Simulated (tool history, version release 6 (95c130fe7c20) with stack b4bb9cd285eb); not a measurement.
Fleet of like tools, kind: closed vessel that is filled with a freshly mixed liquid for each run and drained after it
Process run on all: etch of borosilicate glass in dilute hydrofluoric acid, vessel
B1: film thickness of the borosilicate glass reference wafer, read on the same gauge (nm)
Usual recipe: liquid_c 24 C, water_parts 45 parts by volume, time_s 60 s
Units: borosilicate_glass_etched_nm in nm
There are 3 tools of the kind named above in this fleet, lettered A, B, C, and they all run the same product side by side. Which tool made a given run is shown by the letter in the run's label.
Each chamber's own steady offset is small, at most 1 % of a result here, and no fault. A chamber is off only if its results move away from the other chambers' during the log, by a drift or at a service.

Run 1B, hour 4.3: usual settings; B1 110.00. Result: borosilicate_glass_etched_nm 62.567 nm.
Run 2A, hour 8.0: usual settings; B1 109.98. Result: borosilicate_glass_etched_nm 61.826 nm.
Run 3C, hour 12.6: usual settings; B1 109.99. Result: borosilicate_glass_etched_nm 62.940 nm.
Run 4B, hour 16.4: usual settings; B1 110.00. Result: borosilicate_glass_etched_nm 62.177 nm.
Run 5C, hour 23.2: usual settings; B1 110.01. Result: borosilicate_glass_etched_nm 63.010 nm.
Run 6A, hour 30.1: usual settings; B1 109.97. Result: borosilicate_glass_etched_nm 62.859 nm.
Run 7B, hour 33.6: usual settings; B1 110.01. Result: borosilicate_glass_etched_nm 62.520 nm.
Run 8A, hour 40.1: usual settings; B1 110.03. Result: borosilicate_glass_etched_nm 62.166 nm.
Run 9C, hour 44.0: usual settings; B1 110.01. Result: borosilicate_glass_etched_nm 62.021 nm.
Run 10C, hour 49.1: usual settings but liquid_c 28 C, time_s 35 s; B1 109.99. Result: borosilicate_glass_etched_nm 41.583 nm.
Run 11B, hour 52.7: usual settings but liquid_c 28 C, time_s 35 s; B1 110.00. Result: borosilicate_glass_etched_nm 42.912 nm.
Run 12A, hour 56.2: usual settings but liquid_c 28 C, time_s 35 s; B1 109.99. Result: borosilicate_glass_etched_nm 42.215 nm.
Run 13B, hour 62.4: usual settings; B1 110.02. Result: borosilicate_glass_etched_nm 62.686 nm.
Run 14A, hour 65.9: usual settings; B1 109.98. Result: borosilicate_glass_etched_nm 62.987 nm.
Run 15C, hour 68.9: usual settings; B1 110.02. Result: borosilicate_glass_etched_nm 59.792 nm.
Run 16C, hour 75.5: usual settings; B1 110.00. Result: borosilicate_glass_etched_nm 60.363 nm.
Run 17B, hour 80.7: usual settings; B1 110.01. Result: borosilicate_glass_etched_nm 61.247 nm.
Run 18A, hour 87.0: usual settings; B1 110.02. Result: borosilicate_glass_etched_nm 62.098 nm.
Run 19A, hour 90.9: usual settings; B1 110.02. Result: borosilicate_glass_etched_nm 61.401 nm.
Run 20C, hour 96.0: usual settings but time_s 40 s; B1 110.00. Result: borosilicate_glass_etched_nm 39.049 nm.
Run 21B, hour 99.7: usual settings but time_s 40 s; B1 110.01. Result: borosilicate_glass_etched_nm 41.439 nm.
Run 22B, hour 103.8: usual settings but time_s 40 s; B1 110.01. Result: borosilicate_glass_etched_nm 41.248 nm.
Run 23A, hour 108.4: usual settings; B1 110.04. Result: borosilicate_glass_etched_nm 62.382 nm.
Run 24C, hour 113.9: usual settings; B1 109.98. Result: borosilicate_glass_etched_nm 57.457 nm.
Run 25A, hour 117.3: usual settings but time_s 45 s; B1 109.99. Result: borosilicate_glass_etched_nm 45.615 nm.
At hour 118.2: chamber B: thermometer replaced.
Run 26B, hour 122.9: usual settings but time_s 45 s; B1 109.98. Result: borosilicate_glass_etched_nm 47.606 nm.
Run 27C, hour 129.8: usual settings but time_s 45 s; B1 110.00. Result: borosilicate_glass_etched_nm 42.521 nm.

All 3 chambers run these settings next. Forecast each chamber's results:
Run 28A, hour 134.8: usual settings. Result: borosilicate_glass_etched_nm ?.
Run 28B, hour 134.8: usual settings. Result: borosilicate_glass_etched_nm ?.
Run 28C, hour 134.8: usual settings. Result: borosilicate_glass_etched_nm ?.

run  borosilicate_glass_etched_nm
28A                        62.462
28B                        61.839
28C                        56.272

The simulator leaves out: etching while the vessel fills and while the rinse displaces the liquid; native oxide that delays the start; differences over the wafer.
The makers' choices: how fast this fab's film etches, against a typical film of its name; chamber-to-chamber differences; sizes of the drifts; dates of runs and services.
